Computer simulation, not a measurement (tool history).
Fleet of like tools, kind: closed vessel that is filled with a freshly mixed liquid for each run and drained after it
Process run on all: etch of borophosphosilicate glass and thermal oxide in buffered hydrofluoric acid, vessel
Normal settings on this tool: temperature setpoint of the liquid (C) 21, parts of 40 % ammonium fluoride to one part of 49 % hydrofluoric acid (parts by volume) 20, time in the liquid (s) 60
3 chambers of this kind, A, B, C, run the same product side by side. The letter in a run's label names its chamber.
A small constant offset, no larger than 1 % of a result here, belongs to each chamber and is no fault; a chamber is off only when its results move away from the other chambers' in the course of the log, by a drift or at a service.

| run | hour | temperature setpoint of the liquid (C) | parts of 40 % ammonium fluoride to one part of 49 % hydrofluoric acid (parts by volume) | time in the liquid (s) | hours since the thermometer was replaced | hours since the hydrofluoric acid flow meter was replaced | read-back film thickness of the borophosphosilicate glass reference wafer, read on the same gauge (nm) | read-back film thickness of the thermal oxide reference wafer, read on the same gauge (nm) | thickness taken off the borophosphosilicate glass on a monitor wafer (angstrom) | thickness taken off the thermal oxide on a monitor wafer (angstrom) |
|---|---|---|---|---|---|---|---|---|---|---|
|  | 4.9 | chamber A: hydrofluoric acid flow meter replaced |
| 1A | 7.9 | 21 | 20 | 60 | 1646.9 | 3 | 90.018 | 30.024 | 456.78 | 299.75 |
| 2C | 15.5 | 21 | 20 | 60 | 622.2 | 377.5 | 90.011 | 30.009 | 455.13 | 294.54 |
| 3B | 21.4 | 21 | 20 | 60 | 461.3 | 304.1 | 89.984 | 30.019 | 450.6 | 292.22 |
| 4B | 30.5 | 21 | 20 | 60 | 470.4 | 313.2 | 89.987 | 29.986 | 450.45 | 297.66 |
| 5A | 41.1 | 21 | 20 | 60 | 1680.1 | 36.2 | 90.016 | 29.975 | 457.11 | 295.27 |
| 6C | 48.3 | 21 | 20 | 60 | 655 | 410.3 | 89.987 | 29.971 | 463.66 | 293.93 |
| 7C | 54.2 | 21 | 20 | 60 | 660.9 | 416.2 | 90.052 | 29.994 | 461.6 | 296.91 |
| 8A | 60.3 | 21 | 20 | 60 | 1699.3 | 55.4 | 90.01 | 30.029 | 457.1 | 294.71 |
| 9B | 71.3 | 21 | 20 | 60 | 511.2 | 354 | 89.966 | 29.991 | 461.08 | 291.03 |
| 10C | 77.5 | 21 | 20 | 60 | 684.2 | 439.5 | 90.008 | 30.049 | 451 | 297.52 |
| 11A | 86.4 | 21 | 20 | 60 | 1725.4 | 81.5 | 89.989 | 29.972 | 454.66 | 295.73 |
| 12B | 97.9 | 21 | 20 | 60 | 537.8 | 380.6 | 90.012 | 29.98 | 453.69 | 299.67 |
| 13A | 105.7 | 21 | 20 | 60 | 1744.7 | 100.8 | 89.962 | 30.015 | 458.85 | 297.91 |
| 14B | 115.9 | 21 | 20 | 60 | 555.8 | 398.6 | 89.983 | 30.026 | 455.63 | 296.78 |
| 15C | 123 | 21 | 20 | 60 | 729.7 | 485 | 90.013 | 30.013 | 449.82 | 298.8 |
| 16A | 131.5 | 21 | 20 | 60 | 1770.5 | 126.6 | 90.011 | 29.993 | 460.38 | 294.43 |
| 17B | 142.4 | 21 | 20 | 60 | 582.3 | 425.1 | 89.965 | 30.013 | 459.12 | 296.63 |
| 18C | 151.2 | 21 | 20 | 60 | 757.9 | 513.2 | 90 | 30.025 | 455.54 | 294.29 |
| 19C | 157.8 | 21 | 23.5 | 80 | 764.5 | 519.8 | 89.985 | 29.964 | 537.44 | 352.8 |
| 20B | 169.3 | 21 | 23.5 | 80 | 609.2 | 452 | 90.007 | 29.981 | 549.8 | 353.41 |
| 21A | 174.3 | 21 | 23.5 | 80 | 1813.3 | 169.4 | 89.99 | 29.945 | 536.96 | 354 |
| 22A | 182.3 | 21 | 20 | 60 | 1821.3 | 177.4 | 90.01 | 30.003 | 461.75 | 297.02 |
| 23B | 188.5 | 21 | 20 | 60 | 628.4 | 471.2 | 90.012 | 29.95 | 459.75 | 298.15 |
|  | 192.2 | chamber A: thermometer replaced |
| 24C | 196.1 | 21 | 20 | 60 | 802.8 | 558.1 | 90.012 | 29.994 | 454.06 | 293.04 |
| 25A | 204.4 | 21 | 20 | 60 | 12.2 | 199.5 | 90.002 | 30.021 | 454.3 | 300.44 |
| 26B | 213.6 | 21 | 20 | 60 | 653.5 | 496.3 | 90.034 | 29.997 | 447.02 | 293.6 |
| 27C | 220.3 | 21 | 20 | 60 | 827 | 582.3 | 90.005 | 30.002 | 455.89 | 293.99 |
| 28B | 225.7 | 21 | 20 | 60 | 665.6 | 508.4 | 89.981 | 30.041 | 457.55 | 295.02 |
| 29C | 235.4 | 21 | 20 | 60 | 842.1 | 597.4 | 89.959 | 30.041 | 460.07 | 291.14 |
| 30A | 243.9 | 21 | 20 | 60 | 51.7 | 239 | 89.988 | 29.996 | 460.55 | 295.02 |
| 31C | 249.1 | 21 | 20 | 60 | 855.8 | 611.1 | 90.012 | 29.984 | 450.47 | 294.71 |

Next, all 3 chambers run the settings below, one line each with question marks for the results. What does each chamber give?
| 32A | 257.3 | 21 | 20 | 60 |  |  |  |  | ? | ? |
| 32B | 257.3 | 21 | 20 | 60 |  |  |  |  | ? | ? |
| 32C | 257.3 | 21 | 20 | 60 |  |  |  |  | ? | ? |

| run | thickness taken off the borophosphosilicate glass on a monitor wafer (angstrom) | thickness taken off the thermal oxide on a monitor wafer (angstrom) |
|---|---|---|
| 32A | 456.98 | 298.62 |
| 32B | 449.79 | 296.9 |
| 32C | 457.21 | 292.24 |
